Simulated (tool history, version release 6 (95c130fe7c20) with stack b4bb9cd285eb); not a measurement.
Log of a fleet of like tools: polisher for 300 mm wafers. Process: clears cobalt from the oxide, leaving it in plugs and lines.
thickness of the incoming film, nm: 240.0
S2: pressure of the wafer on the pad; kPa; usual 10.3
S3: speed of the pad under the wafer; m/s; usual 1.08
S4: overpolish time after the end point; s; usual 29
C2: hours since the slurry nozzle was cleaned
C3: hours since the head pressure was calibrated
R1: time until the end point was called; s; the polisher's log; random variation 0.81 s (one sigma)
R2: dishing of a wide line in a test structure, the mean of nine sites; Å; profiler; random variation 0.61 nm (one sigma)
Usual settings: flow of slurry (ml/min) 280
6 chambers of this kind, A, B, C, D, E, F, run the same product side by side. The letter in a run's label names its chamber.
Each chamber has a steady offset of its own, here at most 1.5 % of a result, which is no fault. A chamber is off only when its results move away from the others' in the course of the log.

run 1C hour=8.2 | flow_of_slurry_(ml/min)=280 S2=10.3 S3=1.08 S4=29 | wafers_polished_on_this_pad=586 C2=586 C3=89 | R1=61.15 R2=491.66
run 2E hour=17.2 | flow_of_slurry_(ml/min)=280 S2=10.3 S3=1.08 S4=29 | wafers_polished_on_this_pad=569 C2=118.4 C3=330.5 | R1=59.395 R2=492.74
run 3B hour=21.8 | flow_of_slurry_(ml/min)=280 S2=10.3 S3=1.08 S4=29 | wafers_polished_on_this_pad=827 C2=74.5 C3=1082.6 | R1=59.855 R2=495.02
-- hour=22.1 chamber C: worn pad replaced by a new one
run 4A hour=28.8 | flow_of_slurry_(ml/min)=280 S2=10.3 S3=1.08 S4=29 | wafers_polished_on_this_pad=732 C2=563.9 C3=328.2 | R1=59.881 R2=498.91
run 5F hour=34.7 | flow_of_slurry_(ml/min)=280 S2=10.3 S3=1.08 S4=29 | wafers_polished_on_this_pad=1099 C2=546 C3=231 | R1=59.398 R2=494.54
run 6D hour=40.7 | flow_of_slurry_(ml/min)=280 S2=10.3 S3=1.08 S4=29 | wafers_polished_on_this_pad=340 C2=99 C3=215.2 | R1=57.842 R2=490.56
run 7B hour=45.5 | flow_of_slurry_(ml/min)=280 S2=10.3 S3=1.08 S4=29 | wafers_polished_on_this_pad=980 C2=98.2 C3=1106.3 | R1=58.031 R2=490.69
run 8F hour=52.5 | flow_of_slurry_(ml/min)=280 S2=10.3 S3=1.08 S4=29 | wafers_polished_on_this_pad=1214 C2=563.8 C3=248.8 | R1=57.516 R2=500.96
-- hour=53.8 chamber F: worn pad replaced by a new one
run 9D hour=57.1 | flow_of_slurry_(ml/min)=280 S2=10.3 S3=1.08 S4=29 | wafers_polished_on_this_pad=446 C2=115.4 C3=231.6 | R1=59.609 R2=494.45
run 10E hour=61.3 | flow_of_slurry_(ml/min)=280 S2=10.3 S3=1.08 S4=29 | wafers_polished_on_this_pad=855 C2=162.5 C3=374.6 | R1=59.149 R2=516.94
-- hour=64.5 chamber E: worn pad replaced by a new one
run 11C hour=67.2 | flow_of_slurry_(ml/min)=345 S2=10.3 S3=1.08 S4=36 | wafers_polished_on_this_pad=292 C2=645 C3=148 | R1=57.41 R2=521.62
-- hour=69.5 chamber A: slurry nozzle cleaned
run 12A hour=74.5 | flow_of_slurry_(ml/min)=345 S2=10.3 S3=1.08 S4=36 | wafers_polished_on_this_pad=1028 C2=5 C3=373.9 | R1=58.305 R2=529.98
run 13F hour=81.9 | flow_of_slurry_(ml/min)=345 S2=10.3 S3=1.08 S4=36 | wafers_polished_on_this_pad=182 C2=593.2 C3=278.2 | R1=58.482 R2=524.1
run 14D hour=87.3 | flow_of_slurry_(ml/min)=345 S2=10.3 S3=1.08 S4=36 | wafers_polished_on_this_pad=642 C2=145.6 C3=261.8 | R1=58.712 R2=530.06
run 15C hour=91.8 | flow_of_slurry_(ml/min)=345 S2=10.3 S3=1.08 S4=36 | wafers_polished_on_this_pad=452 C2=669.6 C3=172.6 | R1=58.436 R2=525.68
run 16B hour=99.7 | flow_of_slurry_(ml/min)=345 S2=10.3 S3=1.08 S4=36 | wafers_polished_on_this_pad=1332 C2=152.4 C3=1160.5 | R1=58.288 R2=535.84
-- hour=104.4 chamber B: worn pad replaced by a new one
-- hour=106.3 chamber A: worn pad replaced by a new one
run 17E hour=107.8 | flow_of_slurry_(ml/min)=280 S2=10.3 S3=1.08 S4=29 | wafers_polished_on_this_pad=281 C2=209 C3=421.1 | R1=60.688 R2=507.45
-- hour=113 chamber D: worn pad replaced by a new one
run 18A hour=114.6 | flow_of_slurry_(ml/min)=280 S2=10.3 S3=1.08 S4=29 | wafers_polished_on_this_pad=54 C2=45.1 C3=414 | R1=58.694 R2=503.76
run 19A hour=121.6 | flow_of_slurry_(ml/min)=280 S2=10.3 S3=1.08 S4=29 | wafers_polished_on_this_pad=99 C2=52.1 C3=421 | R1=59.448 R2=493.21
-- hour=123.9 chamber C: worn pad replaced by a new one
run 20B hour=127.2 | flow_of_slurry_(ml/min)=280 S2=10.3 S3=1.08 S4=29 | wafers_polished_on_this_pad=148 C2=179.9 C3=1188 | R1=59.949 R2=488.87
run 21F hour=135.3 | flow_of_slurry_(ml/min)=280 S2=10.3 S3=1.08 S4=29 | wafers_polished_on_this_pad=529 C2=646.6 C3=331.6 | R1=58.471 R2=488.56
-- hour=137.8 chamber C: slurry nozzle cleaned
run 22E hour=140.8 | flow_of_slurry_(ml/min)=280 S2=10.3 S3=1.08 S4=29 | wafers_polished_on_this_pad=495 C2=242 C3=454.1 | R1=61.217 R2=508.07
run 23C hour=147 | flow_of_slurry_(ml/min)=280 S2=10.3 S3=1.26 S4=29 | wafers_polished_on_this_pad=150 C2=9.3 C3=227.8 | R1=52.274 R2=527.77
run 24D hour=151.3 | flow_of_slurry_(ml/min)=280 S2=10.3 S3=1.26 S4=29 | wafers_polished_on_this_pad=248 C2=209.6 C3=325.8 | R1=52.933 R2=515.36
run 25C hour=159.8 | flow_of_slurry_(ml/min)=280 S2=10.3 S3=1.26 S4=29 | wafers_polished_on_this_pad=233 C2=22.1 C3=240.6 | R1=51.578 R2=520.65
run 26A hour=166.6 | flow_of_slurry_(ml/min)=280 S2=10.3 S3=1.26 S4=29 | wafers_polished_on_this_pad=391 C2=97.1 C3=466 | R1=49.543 R2=522.63
run 27B hour=172.7 | flow_of_slurry_(ml/min)=280 S2=10.3 S3=1.26 S4=29 | wafers_polished_on_this_pad=443 C2=225.4 C3=1233.5 | R1=50.35 R2=511.21
run 28F hour=177.4 | flow_of_slurry_(ml/min)=280 S2=10.3 S3=1.26 S4=29 | wafers_polished_on_this_pad=802 C2=688.7 C3=373.7 | R1=50.139 R2=514.57
-- hour=180.7 chamber E: worn pad replaced by a new one
run 29D hour=182.9 | flow_of_slurry_(ml/min)=280 S2=10.3 S3=1.08 S4=29 | wafers_polished_on_this_pad=453 C2=241.2 C3=357.4 | R1=59.698 R2=495.32
run 30E hour=188 | flow_of_slurry_(ml/min)=280 S2=10.3 S3=1.08 S4=29 | wafers_polished_on_this_pad=47 C2=289.2 C3=501.3 | R1=57.878 R2=489.46
run 31F hour=194.2 | flow_of_slurry_(ml/min)=280 S2=10.3 S3=1.08 S4=29 | wafers_polished_on_this_pad=911 C2=705.5 C3=390.5 | R1=58.464 R2=496.17
run 32B hour=198.9 | flow_of_slurry_(ml/min)=280 S2=10.3 S3=1.08 S4=29 | wafers_polished_on_this_pad=613 C2=251.6 C3=1259.7 | R1=58.132 R2=490.67
run 33A hour=207.1 | flow_of_slurry_(ml/min)=280 S2=10.3 S3=1.08 S4=29 | wafers_polished_on_this_pad=654 C2=137.6 C3=506.5 | R1=57.836 R2=488.04
-- hour=209.1 chamber E: slurry nozzle cleaned
run 34D hour=215.2 | flow_of_slurry_(ml/min)=280 S2=10.3 S3=1.08 S4=29 | wafers_polished_on_this_pad=663 C2=273.5 C3=389.7 | R1=60.088 R2=491.41
run 35C hour=224.4 | flow_of_slurry_(ml/min)=280 S2=10.3 S3=1.08 S4=29 | wafers_polished_on_this_pad=652 C2=86.7 C3=305.2 | R1=59.36 R2=491.73
-- hour=229.6 chamber C: worn pad replaced by a new one
run 36E hour=230.3 | flow_of_slurry_(ml/min)=280 S2=10.3 S3=1.08 S4=29 | wafers_polished_on_this_pad=322 C2=21.3 C3=543.6 | R1=58.64 R2=497.73
run 37C hour=235.8 | flow_of_slurry_(ml/min)=280 S2=10.3 S3=1.08 S4=29 | wafers_polished_on_this_pad=40 C2=98.1 C3=316.6 | R1=60.802 R2=496.27
run 38F hour=241 | flow_of_slurry_(ml/min)=245 S2=8.3 S3=1.08 S4=29 | wafers_polished_on_this_pad=1214 C2=752.3 C3=437.3 | R1=73.96 R2=447.95
-- hour=242.6 chamber F: worn pad replaced by a new one
run 39A hour=246.2 | flow_of_slurry_(ml/min)=245 S2=8.3 S3=1.08 S4=29 | wafers_polished_on_this_pad=908 C2=176.7 C3=545.6 | R1=73.054 R2=474.33
-- hour=248.8 chamber D: worn pad replaced by a new one
run 40E hour=250.5 | flow_of_slurry_(ml/min)=245 S2=8.3 S3=1.08 S4=29 | wafers_polished_on_this_pad=453 C2=41.5 C3=563.8 | R1=75.358 R2=452.83
run 41D hour=254.8 | flow_of_slurry_(ml/min)=245 S2=8.3 S3=1.08 S4=29 | wafers_polished_on_this_pad=39 C2=313.1 C3=429.3 | R1=75.117 R2=457.09
run 42B hour=260.6 | flow_of_slurry_(ml/min)=245 S2=8.3 S3=1.08 S4=29 | wafers_polished_on_this_pad=1013 C2=313.3 C3=1321.4 | R1=75.201 R2=447.49
run 43F hour=264.8 | flow_of_slurry_(ml/min)=245 S2=8.3 S3=1.08 S4=29 | wafers_polished_on_this_pad=144 C2=776.1 C3=461.1 | R1=75.159 R2=451.56
run 44B hour=269 | flow_of_slurry_(ml/min)=280 S2=10.3 S3=1.08 S4=29 | wafers_polished_on_this_pad=1068 C2=321.7 C3=1329.8 | R1=58.447 R2=502.33

Is one chamber off against the others, does the gauge drift, or is nothing wrong? If a chamber is off, say which, and what the likeliest cause is.

No chamber stands off beyond its own small offset, and the gauge holds steady.
